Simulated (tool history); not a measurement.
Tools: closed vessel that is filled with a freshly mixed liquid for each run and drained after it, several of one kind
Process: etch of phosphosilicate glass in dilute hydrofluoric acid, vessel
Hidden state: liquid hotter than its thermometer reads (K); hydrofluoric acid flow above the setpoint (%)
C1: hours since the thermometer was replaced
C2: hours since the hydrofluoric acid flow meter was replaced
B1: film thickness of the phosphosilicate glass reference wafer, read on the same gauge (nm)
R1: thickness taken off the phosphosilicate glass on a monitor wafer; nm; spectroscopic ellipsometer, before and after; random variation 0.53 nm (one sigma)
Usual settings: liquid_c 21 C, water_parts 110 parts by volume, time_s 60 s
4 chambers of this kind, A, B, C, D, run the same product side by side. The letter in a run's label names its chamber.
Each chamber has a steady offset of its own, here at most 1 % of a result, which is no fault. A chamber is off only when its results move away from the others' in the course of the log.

Run 1A, day 0.142: usual settings; C1 416.7; C2 681.1; B1 110.00. Result: R1 85.545 nm.
Run 2C, day 0.346: usual settings; C1 136.9; C2 98.0; B1 109.98. Result: R1 84.024 nm.
Run 3B, day 0.471: usual settings; C1 2408.3; C2 388.0; B1 110.01. Result: R1 86.169 nm.
Run 4D, day 0.571: usual settings; C1 730.1; C2 888.9; B1 110.00. Result: R1 85.859 nm.
Run 5A, day 0.758: usual settings; C1 431.5; C2 695.9; B1 110.01. Result: R1 84.091 nm.
Run 6B, day 0.912: usual settings; C1 2418.9; C2 398.6; B1 110.00. Result: R1 86.024 nm.
Run 7C, day 1.054: usual settings but liquid_c 17 C, time_s 35 s; C1 153.9; C2 115.0; B1 110.00. Result: R1 41.732 nm.
Run 8D, day 1.275: usual settings but liquid_c 17 C, time_s 35 s; C1 747.0; C2 905.8; B1 110.01. Result: R1 42.874 nm.
Run 9A, day 1.421: usual settings but liquid_c 17 C, time_s 35 s; C1 447.4; C2 711.8; B1 109.99. Result: R1 42.508 nm.
Run 10D, day 1.600: usual settings but liquid_c 17 C, time_s 35 s; C1 754.8; C2 913.6; B1 110.00. Result: R1 43.444 nm.
Run 11B, day 1.746: usual settings but water_parts 155 parts by volume, time_s 80 s; C1 2438.9; C2 418.6; B1 110.00. Result: R1 76.463 nm.
Run 12C, day 1.896: usual settings but water_parts 155 parts by volume, time_s 80 s; C1 174.1; C2 135.2; B1 109.99. Result: R1 75.182 nm.
Run 13D, day 2.075: usual settings but water_parts 155 parts by volume, time_s 80 s; C1 766.2; C2 925.0; B1 109.99. Result: R1 79.558 nm.
Run 14C, day 2.204: usual settings but water_parts 155 parts by volume, time_s 80 s; C1 181.5; C2 142.6; B1 110.02. Result: R1 74.262 nm.
Run 15B, day 2.396: usual settings; C1 2454.5; C2 434.2; B1 110.01. Result: R1 85.286 nm.
Run 16A, day 2.612: usual settings; C1 476.0; C2 740.4; B1 110.01. Result: R1 85.594 nm.
Run 17D, day 2.721: usual settings; C1 781.7; C2 940.5; B1 110.01. Result: R1 90.084 nm.
Run 18C, day 2.846: usual settings but water_parts 75 parts by volume; C1 196.9; C2 158.0; B1 110.00. Result: R1 129.000 nm.
Run 19B, day 3.033: usual settings but water_parts 75 parts by volume; C1 2469.8; C2 449.5; B1 110.01. Result: R1 129.620 nm.
Run 20A, day 3.212: usual settings but water_parts 75 parts by volume; C1 490.4; C2 754.8; B1 109.99. Result: R1 130.020 nm.
Run 21B, day 3.333: usual settings but water_parts 75 parts by volume; C1 2477.0; C2 456.7; B1 109.99. Result: R1 131.480 nm.
Run 22A, day 3.496: usual settings but liquid_c 23 C, water_parts 65 parts by volume; C1 497.2; C2 761.6; B1 110.01. Result: R1 163.770 nm.
Run 23D, day 3.725: usual settings but liquid_c 23 C, water_parts 65 parts by volume; C1 805.8; C2 964.6; B1 110.02. Result: R1 180.670 nm.
Run 24C, day 3.950: usual settings but liquid_c 23 C, water_parts 65 parts by volume; C1 223.4; C2 184.5; B1 110.01. Result: R1 162.930 nm.

Is one chamber off against the others, does the gauge drift, or is nothing wrong? If a chamber is off, say which, and what the likeliest cause is.

Chamber D drifts away from the others.
Cause: liquid hotter than its thermometer reads (K) = 2.21.
The log may not tell that from: hydrofluoric acid flow above the setpoint (%).

Here are 4 candidates for chamber D's next run, each the usual settings with a change, their results left as question marks. Which one brings its results back in line with what the others give on the usual settings?
In line means no further than this from the other chambers' mean on the usual settings: R1 1.900 nm
Run 25D-1, day 4.117: usual settings but water_parts 105 parts by volume. Result: R1 ?.
Run 25D-2, day 4.117: usual settings but liquid_c 20.0 C. Result: R1 ?.
Run 25D-3, day 4.117: usual settings but liquid_c 18.5 C. Result: R1 ?.
Run 25D-4, day 4.117: usual settings but liquid_c 23.5 C. Result: R1 ?.

The other chambers' mean on the usual settings: R1 84.903 nm
  run       R1
25D-1   98.410
25D-2   89.697
25D-3   84.474
25D-4  102.900
25D-3 brings the chamber back in line.
